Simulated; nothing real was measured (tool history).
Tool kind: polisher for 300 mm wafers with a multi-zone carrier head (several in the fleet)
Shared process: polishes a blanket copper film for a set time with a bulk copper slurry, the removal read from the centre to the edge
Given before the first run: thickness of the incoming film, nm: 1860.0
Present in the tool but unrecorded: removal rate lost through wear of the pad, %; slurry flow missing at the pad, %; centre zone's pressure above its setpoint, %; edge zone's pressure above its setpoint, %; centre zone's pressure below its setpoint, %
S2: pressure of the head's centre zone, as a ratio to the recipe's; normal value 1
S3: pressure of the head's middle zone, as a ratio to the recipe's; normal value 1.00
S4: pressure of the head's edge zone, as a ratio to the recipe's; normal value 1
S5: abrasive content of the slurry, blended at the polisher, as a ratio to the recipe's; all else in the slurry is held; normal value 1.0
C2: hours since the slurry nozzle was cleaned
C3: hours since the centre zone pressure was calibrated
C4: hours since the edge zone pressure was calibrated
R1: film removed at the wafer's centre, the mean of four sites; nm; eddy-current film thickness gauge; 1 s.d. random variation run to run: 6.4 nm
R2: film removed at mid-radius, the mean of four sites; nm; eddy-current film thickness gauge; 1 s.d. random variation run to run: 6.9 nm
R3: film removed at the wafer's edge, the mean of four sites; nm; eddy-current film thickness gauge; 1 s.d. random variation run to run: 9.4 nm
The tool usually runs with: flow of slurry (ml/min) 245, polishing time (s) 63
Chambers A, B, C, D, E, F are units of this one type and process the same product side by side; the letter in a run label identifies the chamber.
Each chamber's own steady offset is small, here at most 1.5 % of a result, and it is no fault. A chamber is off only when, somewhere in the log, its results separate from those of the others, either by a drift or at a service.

run 1D hour=2.1 | flow_of_slurry_(ml/min)=245 S2=1 S3=1.00 S4=1 S5=1.0 polishing_time_(s)=63 | wafers_polished_on_this_pad=884 C2=222.2 C3=718.2 C4=158.2 | R1=680.96 R2=668.54 R3=688.16
run 2B hour=5.0 | flow_of_slurry_(ml/min)=245 S2=1 S3=1.00 S4=1 S5=1.0 polishing_time_(s)=63 | wafers_polished_on_this_pad=1462 C2=415.9 C3=195.9 C4=328.7 | R1=663.15 R2=685.16 R3=679.85
run 3F hour=7.4 | flow_of_slurry_(ml/min)=245 S2=1 S3=1.00 S4=1 S5=1.0 polishing_time_(s)=63 | wafers_polished_on_this_pad=652 C2=151.5 C3=515.5 C4=332.9 | R1=671.34 R2=668.49 R3=678.18
-- hour=9.3 chamber A: worn pad replaced by a new one
-- hour=12.0 chamber B: worn pad replaced by a new one
run 4A hour=12.2 | flow_of_slurry_(ml/min)=245 S2=1 S3=1.00 S4=1 S5=1.0 polishing_time_(s)=63 | wafers_polished_on_this_pad=35 C2=479.1 C3=727.8 C4=253.2 | R1=671.91 R2=680.67 R3=670.01
run 5C hour=16.0 | flow_of_slurry_(ml/min)=245 S2=1 S3=1.11 S4=1 S5=1.3 polishing_time_(s)=63 | wafers_polished_on_this_pad=200 C2=198.7 C3=851.4 C4=772.6 | R1=732.24 R2=781.22 R3=711.49
run 6E hour=20.3 | flow_of_slurry_(ml/min)=245 S2=1 S3=1.11 S4=1 S5=1.3 polishing_time_(s)=63 | wafers_polished_on_this_pad=1125 C2=531.7 C3=152.7 C4=576.1 | R1=722.44 R2=789.21 R3=718.60
run 7A hour=24.0 | flow_of_slurry_(ml/min)=245 S2=1 S3=1.11 S4=1 S5=1.3 polishing_time_(s)=63 | wafers_polished_on_this_pad=174 C2=490.9 C3=739.6 C4=265.0 | R1=706.76 R2=801.91 R3=718.75
run 8B hour=28.3 | flow_of_slurry_(ml/min)=245 S2=1 S3=1.11 S4=1 S5=1.3 polishing_time_(s)=63 | wafers_polished_on_this_pad=193 C2=439.2 C3=219.2 C4=352.0 | R1=721.03 R2=792.53 R3=709.77
run 9D hour=32.8 | flow_of_slurry_(ml/min)=245 S2=1 S3=1.11 S4=1 S5=1.3 polishing_time_(s)=63 | wafers_polished_on_this_pad=1247 C2=252.9 C3=748.9 C4=188.9 | R1=725.62 R2=793.72 R3=714.02
run 10C hour=36.5 | flow_of_slurry_(ml/min)=245 S2=1 S3=1.11 S4=1 S5=1.3 polishing_time_(s)=63 | wafers_polished_on_this_pad=442 C2=219.2 C3=871.9 C4=793.1 | R1=732.89 R2=796.72 R3=723.52
run 11F hour=39.0 | flow_of_slurry_(ml/min)=245 S2=1 S3=0.96 S4=1 S5=1.1 polishing_time_(s)=63 | wafers_polished_on_this_pad=1026 C2=183.1 C3=547.1 C4=364.5 | R1=689.90 R2=671.03 R3=691.46
-- hour=41.5 chamber F: worn pad replaced by a new one
run 12E hour=43.3 | flow_of_slurry_(ml/min)=245 S2=1 S3=0.96 S4=1 S5=1.1 polishing_time_(s)=63 | wafers_polished_on_this_pad=1397 C2=554.7 C3=175.7 C4=599.1 | R1=694.32 R2=674.48 R3=710.68
-- hour=44.2 chamber E: worn pad replaced by a new one
run 13C hour=46.8 | flow_of_slurry_(ml/min)=245 S2=1 S3=0.96 S4=1 S5=1.1 polishing_time_(s)=63 | wafers_polished_on_this_pad=564 C2=229.5 C3=882.2 C4=803.4 | R1=690.77 R2=656.99 R3=693.61
-- hour=49.6 chamber B: slurry nozzle cleaned
run 14B hour=50.3 | flow_of_slurry_(ml/min)=245 S2=1 S3=0.96 S4=1 S5=1.1 polishing_time_(s)=63 | wafers_polished_on_this_pad=453 C2=0.7 C3=241.2 C4=374.0 | R1=690.73 R2=671.89 R3=720.05
run 15D hour=53.5 | flow_of_slurry_(ml/min)=245 S2=1 S3=0.96 S4=1 S5=1.1 polishing_time_(s)=63 | wafers_polished_on_this_pad=1491 C2=273.6 C3=769.6 C4=209.6 | R1=702.41 R2=670.55 R3=716.30
run 16E hour=55.6 | flow_of_slurry_(ml/min)=245 S2=1 S3=0.96 S4=1 S5=1.1 polishing_time_(s)=63 | wafers_polished_on_this_pad=135 C2=567.0 C3=188.0 C4=611.4 | R1=701.88 R2=676.15 R3=696.75
run 17F hour=60.1 | flow_of_slurry_(ml/min)=245 S2=1 S3=1.00 S4=1 S5=1.0 polishing_time_(s)=63 | wafers_polished_on_this_pad=220 C2=204.2 C3=568.2 C4=385.6 | R1=675.41 R2=680.49 R3=697.79
run 18A hour=62.8 | flow_of_slurry_(ml/min)=245 S2=1 S3=1.00 S4=1 S5=1.0 polishing_time_(s)=63 | wafers_polished_on_this_pad=633 C2=529.7 C3=778.4 C4=303.8 | R1=671.83 R2=684.78 R3=663.44
-- hour=64.8 chamber A: worn pad replaced by a new one
-- hour=65.4 chamber D: worn pad replaced by a new one
run 19F hour=65.6 | flow_of_slurry_(ml/min)=245 S2=1 S3=1.00 S4=1 S5=1.0 polishing_time_(s)=63 | wafers_polished_on_this_pad=285 C2=209.7 C3=573.7 C4=391.1 | R1=670.62 R2=677.06 R3=692.13
run 20C hour=70.2 | flow_of_slurry_(ml/min)=245 S2=1 S3=1.00 S4=1 S5=1.0 polishing_time_(s)=63 | wafers_polished_on_this_pad=841 C2=252.9 C3=905.6 C4=826.8 | R1=679.43 R2=685.19 R3=686.58
-- hour=74.7 chamber C: centre zone pressure recalibrated
run 21A hour=75.0 | flow_of_slurry_(ml/min)=245 S2=1 S3=1.00 S4=1 S5=1.0 polishing_time_(s)=63 | wafers_polished_on_this_pad=121 C2=541.9 C3=790.6 C4=316.0 | R1=675.08 R2=665.64 R3=672.59
run 22B hour=79.3 | flow_of_slurry_(ml/min)=245 S2=1 S3=1.00 S4=1 S5=1.0 polishing_time_(s)=63 | wafers_polished_on_this_pad=796 C2=29.7 C3=270.2 C4=403.0 | R1=666.50 R2=687.97 R3=667.96
run 23D hour=81.6 | flow_of_slurry_(ml/min)=245 S2=1 S3=1.00 S4=1 S5=1.0 polishing_time_(s)=63 | wafers_polished_on_this_pad=192 C2=301.7 C3=797.7 C4=237.7 | R1=700.63 R2=661.08 R3=674.88
run 24E hour=86.1 | flow_of_slurry_(ml/min)=245 S2=1 S3=1.00 S4=1 S5=1.0 polishing_time_(s)=63 | wafers_polished_on_this_pad=496 C2=597.5 C3=218.5 C4=641.9 | R1=682.75 R2=690.73 R3=685.64
run 25E hour=89.5 | flow_of_slurry_(ml/min)=245 S2=1 S3=1.00 S4=1 S5=1.0 polishing_time_(s)=63 | wafers_polished_on_this_pad=536 C2=600.9 C3=221.9 C4=645.3 | R1=678.20 R2=685.69 R3=686.43
run 26F hour=93.0 | flow_of_slurry_(ml/min)=245 S2=1 S3=1.00 S4=1 S5=1.0 polishing_time_(s)=63 | wafers_polished_on_this_pad=609 C2=237.1 C3=601.1 C4=418.5 | R1=669.18 R2=678.38 R3=694.93
run 27D hour=96.6 | flow_of_slurry_(ml/min)=245 S2=1 S3=1.00 S4=1 S5=1.0 polishing_time_(s)=63 | wafers_polished_on_this_pad=369 C2=316.7 C3=812.7 C4=252.7 | R1=689.31 R2=677.75 R3=661.90
run 28A hour=99.9 | flow_of_slurry_(ml/min)=245 S2=1 S3=1.00 S4=1 S5=1.0 polishing_time_(s)=63 | wafers_polished_on_this_pad=416 C2=566.8 C3=815.5 C4=340.9 | R1=662.05 R2=675.95 R3=662.46
run 29B hour=102.9 | flow_of_slurry_(ml/min)=245 S2=1 S3=1.00 S4=1 S5=1.0 polishing_time_(s)=63 | wafers_polished_on_this_pad=1075 C2=53.3 C3=293.8 C4=426.6 | R1=669.82 R2=684.01 R3=702.29
run 30C hour=106.0 | flow_of_slurry_(ml/min)=245 S2=1 S3=1.00 S4=1 S5=1.0 polishing_time_(s)=63 | wafers_polished_on_this_pad=1264 C2=288.7 C3=31.4 C4=862.6 | R1=627.26 R2=675.93 R3=680.78
run 31E hour=110.6 | flow_of_slurry_(ml/min)=165 S2=1 S3=1.07 S4=1 S5=1.0 polishing_time_(s)=63 | wafers_polished_on_this_pad=786 C2=622.0 C3=243.0 C4=666.4 | R1=641.69 R2=695.74 R3=648.48
-- hour=115.3 chamber F: worn pad replaced by a new one
run 32A hour=115.4 | flow_of_slurry_(ml/min)=165 S2=1 S3=1.07 S4=1 S5=1.0 polishing_time_(s)=63 | wafers_polished_on_this_pad=599 C2=582.3 C3=831.0 C4=356.4 | R1=635.54 R2=678.60 R3=667.66
-- hour=117.3 chamber F: centre zone pressure recalibrated
-- hour=117.8 chamber C: edge zone pressure recalibrated
run 33B hour=119.8 | flow_of_slurry_(ml/min)=165 S2=1 S3=1.07 S4=1 S5=1.0 polishing_time_(s)=63 | wafers_polished_on_this_pad=1275 C2=70.2 C3=310.7 C4=443.5 | R1=626.36 R2=684.68 R3=656.16
-- hour=122.6 chamber C: worn pad replaced by a new one
run 34C hour=122.6 | flow_of_slurry_(ml/min)=165 S2=1 S3=1.07 S4=1 S5=1.0 polishing_time_(s)=63 | wafers_polished_on_this_pad=0 C2=305.3 C3=48.0 C4=4.9 | R1=589.60 R2=692.08 R3=664.84
run 35F hour=126.9 | flow_of_slurry_(ml/min)=165 S2=1 S3=1.07 S4=1 S5=1.0 polishing_time_(s)=63 | wafers_polished_on_this_pad=137 C2=271.0 C3=9.6 C4=452.4 | R1=643.78 R2=689.79 R3=669.13
run 36D hour=131.6 | flow_of_slurry_(ml/min)=165 S2=1 S3=1.07 S4=1 S5=1.0 polishing_time_(s)=63 | wafers_polished_on_this_pad=783 C2=351.7 C3=847.7 C4=287.7 | R1=645.67 R2=670.00 R3=654.05
run 37C hour=135.9 | flow_of_slurry_(ml/min)=245 S2=1 S3=1.00 S4=1 S5=1.0 polishing_time_(s)=63 | wafers_polished_on_this_pad=157 C2=318.6 C3=61.3 C4=18.2 | R1=624.76 R2=678.82 R3=694.27

For the next run the whole fleet of 6 chambers uses the same settings. Give each chamber's results:
run 38A hour=139.3 | flow_of_slurry_(ml/min)=245 S2=1 S3=1.00 S4=1 S5=1.0 polishing_time_(s)=63 | R1=? R2=? R3=?
run 38B hour=139.3 | flow_of_slurry_(ml/min)=245 S2=1 S3=1.00 S4=1 S5=1.0 polishing_time_(s)=63 | R1=? R2=? R3=?
run 38C hour=139.3 | flow_of_slurry_(ml/min)=245 S2=1 S3=1.00 S4=1 S5=1.0 polishing_time_(s)=63 | R1=? R2=? R3=?
run 38D hour=139.3 | flow_of_slurry_(ml/min)=245 S2=1 S3=1.00 S4=1 S5=1.0 polishing_time_(s)=63 | R1=? R2=? R3=?
run 38E hour=139.3 | flow_of_slurry_(ml/min)=245 S2=1 S3=1.00 S4=1 S5=1.0 polishing_time_(s)=63 | R1=? R2=? R3=?
run 38F hour=139.3 | flow_of_slurry_(ml/min)=245 S2=1 S3=1.00 S4=1 S5=1.0 polishing_time_(s)=63 | R1=? R2=? R3=?

run=38A R1=675.11 R2=675.71 R3=679.47
run=38B R1=679.88 R2=676.98 R3=677.92
run=38C R1=631.68 R2=680.46 R3=682.69
run=38D R1=696.71 R2=678.21 R3=698.64
run=38E R1=678.60 R2=684.33 R3=684.31
run=38F R1=677.51 R2=671.35 R3=685.50

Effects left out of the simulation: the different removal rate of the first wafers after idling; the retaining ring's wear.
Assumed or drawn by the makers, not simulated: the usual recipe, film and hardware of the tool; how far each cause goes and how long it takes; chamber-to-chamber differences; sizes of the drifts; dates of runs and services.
